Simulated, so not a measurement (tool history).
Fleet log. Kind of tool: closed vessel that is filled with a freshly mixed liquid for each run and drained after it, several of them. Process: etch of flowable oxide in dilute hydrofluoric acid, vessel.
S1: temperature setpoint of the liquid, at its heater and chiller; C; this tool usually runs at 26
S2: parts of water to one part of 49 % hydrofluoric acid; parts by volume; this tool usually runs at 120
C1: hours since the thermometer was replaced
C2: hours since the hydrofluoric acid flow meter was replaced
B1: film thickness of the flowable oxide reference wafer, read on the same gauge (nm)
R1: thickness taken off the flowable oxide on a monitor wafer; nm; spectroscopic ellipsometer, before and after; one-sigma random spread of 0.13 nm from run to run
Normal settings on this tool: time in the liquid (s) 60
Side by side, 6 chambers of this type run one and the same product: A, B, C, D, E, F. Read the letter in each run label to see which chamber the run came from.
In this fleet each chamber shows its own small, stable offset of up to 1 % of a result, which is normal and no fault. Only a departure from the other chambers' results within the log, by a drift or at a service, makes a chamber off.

Run 1D, day 0.383: usual settings; C1 187.6; C2 325.1; B1 59.976. Result: R1 30.704 nm.
Run 2C, day 0.792: usual settings; C1 44.6; C2 1637.4; B1 59.988. Result: R1 30.878 nm.
Run 3A, day 1.329: usual settings; C1 1233.2; C2 263.5; B1 59.998. Result: R1 31.149 nm.
Run 4F, day 1.854: usual settings; C1 484.8; C2 400.9; B1 60.013. Result: R1 30.840 nm.
Run 5E, day 2.129: usual settings; C1 274.9; C2 766.4; B1 59.981. Result: R1 31.037 nm.
At day 2.233: chamber D: hydrofluoric acid flow meter replaced.
Run 6B, day 2.483: usual settings but S1 21 C, S2 85 parts by volume; C1 1612.3; C2 366.9; B1 59.967. Result: R1 37.449 nm.
Run 7A, day 3.008: usual settings but S1 21 C, S2 85 parts by volume; C1 1273.5; C2 303.8; B1 59.967. Result: R1 37.258 nm.
Run 8B, day 3.400: usual settings but S1 21 C, S2 85 parts by volume; C1 1634.3; C2 388.9; B1 59.981. Result: R1 37.005 nm.
Run 9C, day 3.725: usual settings but S1 21 C, S2 85 parts by volume; C1 115.0; C2 1707.8; B1 59.981. Result: R1 37.480 nm.
Run 10E, day 4.271: usual settings but S1 21 C, S2 85 parts by volume; C1 326.3; C2 817.8; B1 59.993. Result: R1 36.816 nm.
Run 11F, day 4.704: usual settings but S1 21 C, S2 85 parts by volume; C1 553.2; C2 469.3; B1 59.969. Result: R1 36.727 nm.
Run 12D, day 5.108: usual settings; C1 301.0; C2 69.0; B1 60.012. Result: R1 30.664 nm.
Run 13B, day 5.529: usual settings; C1 1685.4; C2 440.0; B1 59.997. Result: R1 30.985 nm.
Run 14F, day 6.158: usual settings; C1 588.1; C2 504.2; B1 60.028. Result: R1 30.767 nm.
Run 15C, day 6.692: usual settings but S2 75 parts by volume; C1 186.2; C2 1779.0; B1 60.021. Result: R1 52.802 nm.
Run 16A, day 7.129: usual settings but S2 75 parts by volume; C1 1372.4; C2 402.7; B1 59.971. Result: R1 52.117 nm.
Run 17D, day 7.662: usual settings but S2 75 parts by volume; C1 362.3; C2 130.3; B1 60.027. Result: R1 51.047 nm.
Run 18E, day 8.162: usual settings but S2 75 parts by volume; C1 419.7; C2 911.2; B1 59.995. Result: R1 51.465 nm.
Run 19E, day 8.554: usual settings but S2 75 parts by volume; C1 429.1; C2 920.6; B1 59.959. Result: R1 51.548 nm.
Run 20F, day 8.912: usual settings but S2 75 parts by volume; C1 654.2; C2 570.3; B1 59.990. Result: R1 51.955 nm.
Run 21D, day 9.246: usual settings; C1 400.3; C2 168.3; B1 59.970. Result: R1 30.681 nm.
At day 9.354: chamber A: hydrofluoric acid flow meter replaced.
Run 22A, day 9.642: usual settings but S2 95 parts by volume; C1 1432.7; C2 7.0; B1 60.008. Result: R1 39.981 nm.
Run 23C, day 10.121: usual settings but S2 95 parts by volume; C1 268.5; C2 1861.3; B1 60.020. Result: R1 40.502 nm.
Run 24B, day 10.529: usual settings but S2 95 parts by volume; C1 1805.4; C2 560.0; B1 59.992. Result: R1 40.150 nm.
Run 25C, day 10.954: usual settings but S2 95 parts by volume; C1 288.5; C2 1881.3; B1 59.953. Result: R1 40.208 nm.
Run 26F, day 11.462: usual settings but S2 95 parts by volume; C1 715.4; C2 631.5; B1 59.961. Result: R1 40.023 nm.
Run 27A, day 12.046: usual settings but S2 95 parts by volume; C1 1490.4; C2 64.7; B1 59.981. Result: R1 40.311 nm.
Run 28D, day 12.546: usual settings; C1 479.5; C2 247.5; B1 59.977. Result: R1 30.606 nm.
Run 29E, day 13.138: usual settings; C1 539.1; C2 1030.6; B1 59.967. Result: R1 29.873 nm.
Run 30B, day 13.696: usual settings but S1 29 C, time in the liquid (s) 95; C1 1881.4; C2 636.0; B1 59.975. Result: R1 54.569 nm.
Run 31A, day 14.125: usual settings but S1 29 C, time in the liquid (s) 95; C1 1540.3; C2 114.6; B1 60.035. Result: R1 54.644 nm.
At day 14.317: chamber C: hydrofluoric acid flow meter replaced.
Run 32C, day 14.612: usual settings but S1 29 C, time in the liquid (s) 95; C1 376.3; C2 7.1; B1 59.987. Result: R1 54.713 nm.
At day 14.912: chamber B: hydrofluoric acid flow meter replaced.
Run 33D, day 14.917: usual settings but S1 29 C, time in the liquid (s) 95; C1 536.4; C2 304.4; B1 59.987. Result: R1 54.704 nm.
Run 34B, day 15.458: usual settings but S1 29 C, time in the liquid (s) 95; C1 1923.7; C2 13.2; B1 59.997. Result: R1 54.376 nm.
Run 35F, day 16.042: usual settings but S1 29 C, time in the liquid (s) 95; C1 825.3; C2 741.4; B1 60.005. Result: R1 54.910 nm.
Run 36E, day 16.475: usual settings but S1 23 C, S2 160 parts by volume; C1 619.2; C2 1110.7; B1 60.032. Result: R1 18.964 nm.
Run 37D, day 16.883: usual settings but S1 23 C, S2 160 parts by volume; C1 583.6; C2 351.6; B1 59.993. Result: R1 19.661 nm.

Decide between three cases: one chamber stands off from its peers, the gauge reading all wafers drifts, or nothing is wrong past each chamber's small offset. Where a chamber is off, say which and what most likely put it there.

Chamber E drifts away from the others.
What lies behind it: liquid colder than its thermometer reads (K) = 1.09.
The log may not separate it from: hydrofluoric acid flow below the setpoint (%).

Which of the 4 candidates below, each the usual settings with something changed and its results left as question marks, puts chamber E back in line with what the other chambers give on the usual settings?
To be in line, a result may differ from the other chambers' mean on the usual settings by at most: R1 0.470 nm
Run 38E-1, day 17.346: usual settings but S2 125 parts by volume. Result: R1 ?.
Run 38E-2, day 17.346: usual settings but S2 115 parts by volume. Result: R1 ?.
Run 38E-3, day 17.346: usual settings but time in the liquid (s) 65. Result: R1 ?.
Run 38E-4, day 17.346: usual settings but time in the liquid (s) 55. Result: R1 ?.

On the usual settings, the other chambers give on average: R1 30.872 nm
  run      R1
38E-1  28.236
38E-2  31.067
38E-3  32.057
38E-4  27.125
38E-2 brings the chamber back in line.
